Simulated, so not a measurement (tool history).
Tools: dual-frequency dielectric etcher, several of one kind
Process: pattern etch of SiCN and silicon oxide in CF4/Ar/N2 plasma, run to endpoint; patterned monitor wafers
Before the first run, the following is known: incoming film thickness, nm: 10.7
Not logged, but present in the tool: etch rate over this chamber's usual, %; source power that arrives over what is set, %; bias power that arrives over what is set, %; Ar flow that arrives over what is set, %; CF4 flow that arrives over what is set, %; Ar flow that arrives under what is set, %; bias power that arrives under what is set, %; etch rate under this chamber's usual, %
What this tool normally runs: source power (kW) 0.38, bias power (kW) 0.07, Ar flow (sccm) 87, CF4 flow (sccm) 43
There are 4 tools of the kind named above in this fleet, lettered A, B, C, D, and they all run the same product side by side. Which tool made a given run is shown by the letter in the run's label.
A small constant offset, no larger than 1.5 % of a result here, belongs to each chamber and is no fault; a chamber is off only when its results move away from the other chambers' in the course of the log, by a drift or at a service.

run   hour  source power (kW)  bias power (kW)  Ar flow (sccm)  CF4 flow (sccm)  hours since the last wet clean  hours since the last source power generator calibration  hours since the last bias power generator calibration  hours since the last Ar flow controller change  hours since the last CF4 flow controller change  endpoint time (s)
 1A    6.6               0.38             0.07              87               43                            44.9                                                   1641.3                                                 1145.5                                             496                                            783.1             15.401
 2D   14.6               0.38             0.07              87               43                           421.9                                                   3253.4                                                 1030.7                                          2348.4                                           4238.2             15.541
 3B   23.1               0.38             0.07              87               43                           508.9                                                     70.3                                                  255.1                                           202.6                                            543.5             15.674
 4C   31.5               0.38             0.07              87               43                             202                                                   3708.2                                                 3163.3                                           298.6                                            436.6             15.444
 5D   36.3               0.38             0.07              87               43                           443.6                                                   3275.1                                                 1052.4                                          2370.1                                           4259.9             15.564
 6C   41.4               0.38             0.07              87               43                           211.9                                                   3718.1                                                 3173.2                                           308.5                                            446.5             15.287
 7A   46.6               0.38             0.07              87               43                            84.9                                                   1681.3                                                 1185.5                                             536                                            823.1             15.347
 8B   54.3               0.38             0.07              87               43                           540.1                                                    101.5                                                  286.3                                           233.8                                            574.7             15.216
 9B   61.2               0.38             0.07              87               43                             547                                                    108.4                                                  293.2                                           240.7                                            581.6             15.572
      63.3  -- chamber B: wet clean of the chamber
10D   70.5               0.38             0.07              87               43                           477.8                                                   3309.3                                                 1086.6                                          2404.3                                           4294.1             15.512
11C   79.3               0.38             0.07              87               43                           249.8                                                     3756                                                 3211.1                                           346.4                                            484.4             15.269
12A     85               0.38             0.07              87               43                           123.3                                                   1719.7                                                 1223.9                                           574.4                                            861.5             15.435
      87.9  -- chamber D: wet clean of the chamber
13A   94.7               0.38             0.07              87               36                             133                                                   1729.4                                                 1233.6                                           584.1                                            871.2             15.852
14B    103               0.38             0.07              87               36                            39.8                                                    150.2                                                    335                                           282.5                                            623.4             15.764
15D    109               0.38             0.07              87               36                            21.2                                                   3347.8                                                 1125.1                                          2442.8                                           4332.6             16.491
16C  118.9               0.38             0.07              87               36                           289.4                                                   3795.6                                                 3250.7                                             386                                              524             15.797
17A  124.1               0.38             0.07              87               43                           162.4                                                   1758.8                                                   1263                                           613.5                                            900.6             15.396
18B  133.5               0.38             0.07              87               43                            70.3                                                    180.7                                                  365.5                                             313                                            653.9             15.606
19C  143.2               0.42             0.07              87               39                           313.7                                                   3819.9                                                   3275                                           410.3                                            548.3             14.419
20D  150.3               0.42             0.07              87               39                            62.5                                                   3389.1                                                 1166.4                                          2484.1                                           4373.9             15.026
21D  158.3               0.42             0.07              87               39                            70.5                                                   3397.1                                                 1174.4                                          2492.1                                           4381.9             14.913
22C    168               0.42             0.07              87               39                           338.5                                                   3844.7                                                 3299.8                                           435.1                                            573.1              14.34
23B  174.6               0.38             0.07              87               43                           111.4                                                    221.8                                                  406.6                                           354.1                                              695              15.32
24A  184.2               0.38             0.07              97               43                           222.5                                                   1818.9                                                 1323.1                                           673.6                                            960.7             15.599

Is one chamber out of step, is the gauge drifting, or do the chambers differ by no more than their own small offsets? For an off chamber, give its letter and the likeliest cause.

A service left chamber D off against the others.
Most likely cause: etch rate under this chamber's usual, % = 2.9.

Below are 4 candidate recipes for chamber D's next run, each the usual settings with a change, their results shown as question marks. Which of them brings D's results back in line with what the other chambers give on the usual settings?
To be in line, a result may differ from the other chambers' mean on the usual settings by at most: endpoint time (s) 0.28
25D-1  191.3               0.38            0.057              87               40                                                                                                                                                                                                                                                                   ?
25D-2  191.3               0.38            0.076              84               44                                                                                                                                                                                                                                                                   ?
25D-3  191.3               0.41            0.072              86               44                                                                                                                                                                                                                                                                   ?
25D-4  191.3               0.38            0.063              87               41                                                                                                                                                                                                                                                                   ?

The mean the other chambers reach with the usual settings: endpoint time (s) 15.371
  run  endpoint time (s)
25D-1             17.533
25D-2             15.478
25D-3              14.83
25D-4             16.848
25D-2 is the one that brings the chamber's results back in line with the other chambers.

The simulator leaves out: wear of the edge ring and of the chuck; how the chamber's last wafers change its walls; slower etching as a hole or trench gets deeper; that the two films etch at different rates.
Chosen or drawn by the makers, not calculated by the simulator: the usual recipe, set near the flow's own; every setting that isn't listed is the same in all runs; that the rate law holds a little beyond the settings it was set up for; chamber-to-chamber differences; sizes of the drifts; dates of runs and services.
